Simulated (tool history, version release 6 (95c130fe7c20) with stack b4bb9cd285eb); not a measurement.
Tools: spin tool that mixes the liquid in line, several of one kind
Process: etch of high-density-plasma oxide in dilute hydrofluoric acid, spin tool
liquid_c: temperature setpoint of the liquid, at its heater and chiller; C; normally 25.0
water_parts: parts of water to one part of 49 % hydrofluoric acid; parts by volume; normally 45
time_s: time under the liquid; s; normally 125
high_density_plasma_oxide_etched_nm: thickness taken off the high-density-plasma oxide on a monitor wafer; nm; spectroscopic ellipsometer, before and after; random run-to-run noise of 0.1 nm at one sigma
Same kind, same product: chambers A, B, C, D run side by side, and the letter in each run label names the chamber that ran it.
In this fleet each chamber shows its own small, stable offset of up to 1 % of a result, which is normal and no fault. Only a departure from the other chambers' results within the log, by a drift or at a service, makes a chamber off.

run,hour,liquid_c,water_parts,time_s,hours since the thermometer was replaced,hours since the hydrofluoric acid flow meter was replaced,"read-back film thickness of the high-density-plasma oxide reference wafer, read on the same gauge (nm)",high_density_plasma_oxide_etched_nm
1C,5.0,25.0,45,125,1400.4,1104.2,139.96,20.1090
2A,13.9,25.0,45,125,190.4,88.9,140.00,20.2360
3B,21.1,25.0,45,125,1901.1,1061.7,140.02,20.0980
4D,29.7,25.0,45,125,657.6,1012.6,140.00,20.2560
5D,35.8,25.0,45,125,663.7,1018.7,139.98,20.2930
# hour 39.4: chamber D: hydrofluoric acid flow meter replaced
6A,42.6,25.0,45,125,219.1,117.6,140.03,20.0890
7C,50.7,25.0,45,125,1446.1,1149.9,140.01,20.2580
8B,57.4,25.0,45,125,1937.4,1098.0,140.01,20.1990
9D,64.3,25.0,45,125,692.2,25.0,140.01,20.2190
# hour 69.5: chamber D: thermometer replaced
10B,72.0,21.0,40,125,1952.0,1112.6,140.00,19.4050
11A,79.1,21.0,40,125,255.6,154.1,140.00,19.2110
12C,85.0,21.0,40,125,1480.4,1184.2,139.96,19.3060
13D,93.0,21.0,40,125,23.6,53.7,140.01,19.2930
14C,101.8,25.0,45,125,1497.2,1201.0,140.03,20.0900
15B,109.0,25.0,45,125,1989.0,1149.6,140.03,20.0250
16A,113.2,25.0,45,125,289.7,188.2,139.98,20.3010
17D,117.7,25.0,45,125,48.3,78.4,140.00,20.3460
18C,122.2,25.0,45,125,1517.6,1221.4,140.01,20.0770
19B,129.6,23.0,45,125,2009.6,1170.2,139.98,18.6890
20A,139.1,23.0,45,125,315.6,214.1,139.95,18.7810
21C,144.9,23.0,45,125,1540.3,1244.1,139.98,18.4930
22D,149.7,23.0,45,125,80.3,110.4,139.99,18.5870
23B,154.0,25.0,45,125,2034.0,1194.6,139.99,20.2290
24A,162.8,22.5,25,125,339.3,237.8,140.00,33.3080
25C,170.7,22.5,25,125,1566.1,1269.9,140.02,33.2630
26D,175.0,22.5,25,125,105.6,135.7,140.00,33.7390
27A,182.1,22.5,25,125,358.6,257.1,140.00,33.3190
28B,186.6,25.0,45,55,2066.6,1227.2,140.01,8.8556
29B,195.3,25.0,45,55,2075.3,1235.9,140.02,8.7951
30A,203.1,25.0,45,55,379.6,278.1,139.96,8.9246
31C,207.4,25.0,45,55,1602.8,1306.6,139.99,8.8377
32D,214.0,25.0,45,125,144.6,174.7,140.03,20.2090
33D,220.3,25.0,45,125,150.9,181.0,140.00,20.3410
34C,225.0,25.0,45,125,1620.4,1324.2,140.03,20.1260
35B,233.9,25.0,45,125,2113.9,1274.5,140.03,19.9750
36A,240.5,25.0,25,150,417.0,315.5,139.98,44.6950
37A,248.4,25.0,25,150,424.9,323.4,139.99,44.3560
38B,255.3,25.0,25,150,2135.3,1295.9,139.98,43.8460
39D,264.7,25.0,25,150,195.3,225.4,140.00,44.5160
40C,272.3,25.0,45,125,1667.7,1371.5,140.02,19.9530

All 4 chambers run these settings next. Forecast each chamber's results:
41A,279.2,25.0,25,125,,,,?
41B,279.2,25.0,25,125,,,,?
41C,279.2,25.0,25,125,,,,?
41D,279.2,25.0,25,125,,,,?

run,high_density_plasma_oxide_etched_nm
41A,37.0940
41B,36.7590
41C,37.2650
41D,37.1420
